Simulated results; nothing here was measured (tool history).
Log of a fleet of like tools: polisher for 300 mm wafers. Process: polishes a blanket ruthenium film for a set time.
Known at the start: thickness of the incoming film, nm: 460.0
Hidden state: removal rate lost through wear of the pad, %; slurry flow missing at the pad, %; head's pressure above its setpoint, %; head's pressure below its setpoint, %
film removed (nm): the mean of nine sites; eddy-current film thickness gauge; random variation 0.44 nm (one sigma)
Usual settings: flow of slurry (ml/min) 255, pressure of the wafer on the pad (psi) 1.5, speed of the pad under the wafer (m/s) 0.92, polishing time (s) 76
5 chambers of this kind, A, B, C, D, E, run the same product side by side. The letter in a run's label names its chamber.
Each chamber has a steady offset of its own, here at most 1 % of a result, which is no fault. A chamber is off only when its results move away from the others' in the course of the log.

run,hour,flow of slurry (ml/min),pressure of the wafer on the pad (psi),speed of the pad under the wafer (m/s),polishing time (s),wafers polished on this pad,hours since the slurry nozzle was cleaned,hours since the head pressure was calibrated,film removed (nm)
# hour 5.5: chamber E: worn pad replaced by a new one
1A,8.0,255,1.5,0.92,76,263,155.5,887.8,52.884
2C,13.3,255,1.5,0.92,76,392,362.9,455.1,54.018
3B,20.3,255,1.5,0.92,76,454,182.0,881.6,52.861
4D,24.9,255,1.5,0.92,76,970,363.4,225.7,54.316
# hour 29.6: chamber B: worn pad replaced by a new one
# hour 30.8: chamber D: worn pad replaced by a new one
5E,30.8,255,1.7,0.92,95,191,271.9,100.0,75.783
6B,35.5,255,1.7,0.92,95,44,197.2,896.8,76.215
7E,42.9,255,1.7,0.92,95,282,284.0,112.1,75.301
8C,47.2,255,1.7,0.92,95,648,396.8,489.0,76.082
# hour 50.2: chamber A: head pressure recalibrated
9A,53.1,255,1.7,0.92,95,603,200.6,2.9,75.667
# hour 55.2: chamber E: slurry nozzle cleaned
10D,61.0,255,1.5,0.92,76,228,399.5,261.8,53.842
11E,64.7,255,1.5,0.92,76,447,9.5,133.9,53.292
12A,71.1,255,1.5,0.92,76,739,218.6,20.9,52.939
13D,74.7,255,1.5,0.92,76,332,413.2,275.5,53.727
# hour 76.7: chamber A: worn pad replaced by a new one
14C,82.5,255,1.5,0.92,76,915,432.1,524.3,53.473
# hour 85.5: chamber E: worn pad replaced by a new one
15B,89.8,255,1.5,0.92,76,454,251.5,951.1,54.274
16C,96.3,255,1.5,0.92,76,1019,445.9,538.1,54.565
17B,100.4,255,1.5,0.92,76,534,262.1,961.7,53.257
18E,105.1,255,1.5,0.92,76,148,49.9,174.3,53.633
19A,112.4,255,1.5,0.92,76,269,259.9,62.2,53.313
# hour 113.5: chamber B: head pressure recalibrated
# hour 113.6: chamber D: head pressure recalibrated
20D,117.4,255,1.5,0.92,76,654,455.9,3.9,51.088
# hour 119.5: chamber B: worn pad replaced by a new one
21B,122.6,340,1.3,0.92,76,24,284.3,9.2,47.705
22E,126.3,340,1.3,0.92,76,308,71.1,195.5,47.503
23C,134.3,340,1.3,0.92,76,1306,483.9,576.1,47.812
# hour 140.5: chamber C: worn pad replaced by a new one
24D,141.1,340,1.3,0.92,76,833,479.6,27.6,45.306
25A,146.5,340,1.3,0.92,76,527,294.0,96.3,47.540
26B,150.2,255,1.5,0.92,76,232,311.9,36.8,53.508
27E,153.6,255,1.5,0.92,76,514,98.4,222.8,53.255
# hour 155.9: chamber E: worn pad replaced by a new one
28C,157.6,225,1.5,0.92,76,129,507.2,599.4,53.052
29D,162.2,225,1.5,0.92,76,993,500.7,48.7,50.725
30A,169.4,225,1.5,0.92,76,700,316.9,119.2,52.442
31E,174.0,225,1.5,0.92,76,137,118.8,243.2,52.813
32B,177.5,225,1.5,0.92,76,438,339.2,64.1,53.394
# hour 181.5: chamber A: worn pad replaced by a new one
33C,182.5,280,1.5,0.92,76,317,532.1,624.3,54.064
# hour 182.9: chamber D: worn pad replaced by a new one
34A,188.4,280,1.5,0.92,76,52,335.9,138.2,53.954
# hour 192.6: chamber B: worn pad replaced by a new one
35D,194.2,280,1.5,0.92,76,85,532.7,80.7,51.135
36B,200.1,280,1.5,0.92,76,57,361.8,86.7,54.141
37D,203.8,280,1.5,0.92,76,158,542.3,90.3,51.434
38E,209.1,255,1.5,0.92,76,402,153.9,278.3,53.280
39C,215.5,255,1.5,0.92,76,567,565.1,657.3,53.785
40A,219.4,255,1.5,0.92,76,286,366.9,169.2,54.285
# hour 224.9: chamber C: slurry nozzle cleaned
41C,226.2,255,1.8,0.92,101,647,1.4,668.0,85.082
42A,231.5,255,1.8,0.92,101,378,379.0,181.3,85.172
43B,239.2,255,1.8,0.92,101,352,400.9,125.8,85.729
44D,245.2,255,1.8,0.92,101,471,583.7,131.7,80.136

Next, every chamber runs the same settings. What will each give?
45A,250.9,255,1.5,0.92,76,,,,?
45B,250.9,255,1.5,0.92,76,,,,?
45C,250.9,255,1.5,0.92,76,,,,?
45D,250.9,255,1.5,0.92,76,,,,?
45E,250.9,255,1.5,0.92,76,,,,?

run,film removed (nm)
45A,53.300
45B,53.325
45C,53.679
45D,50.673
45E,53.415
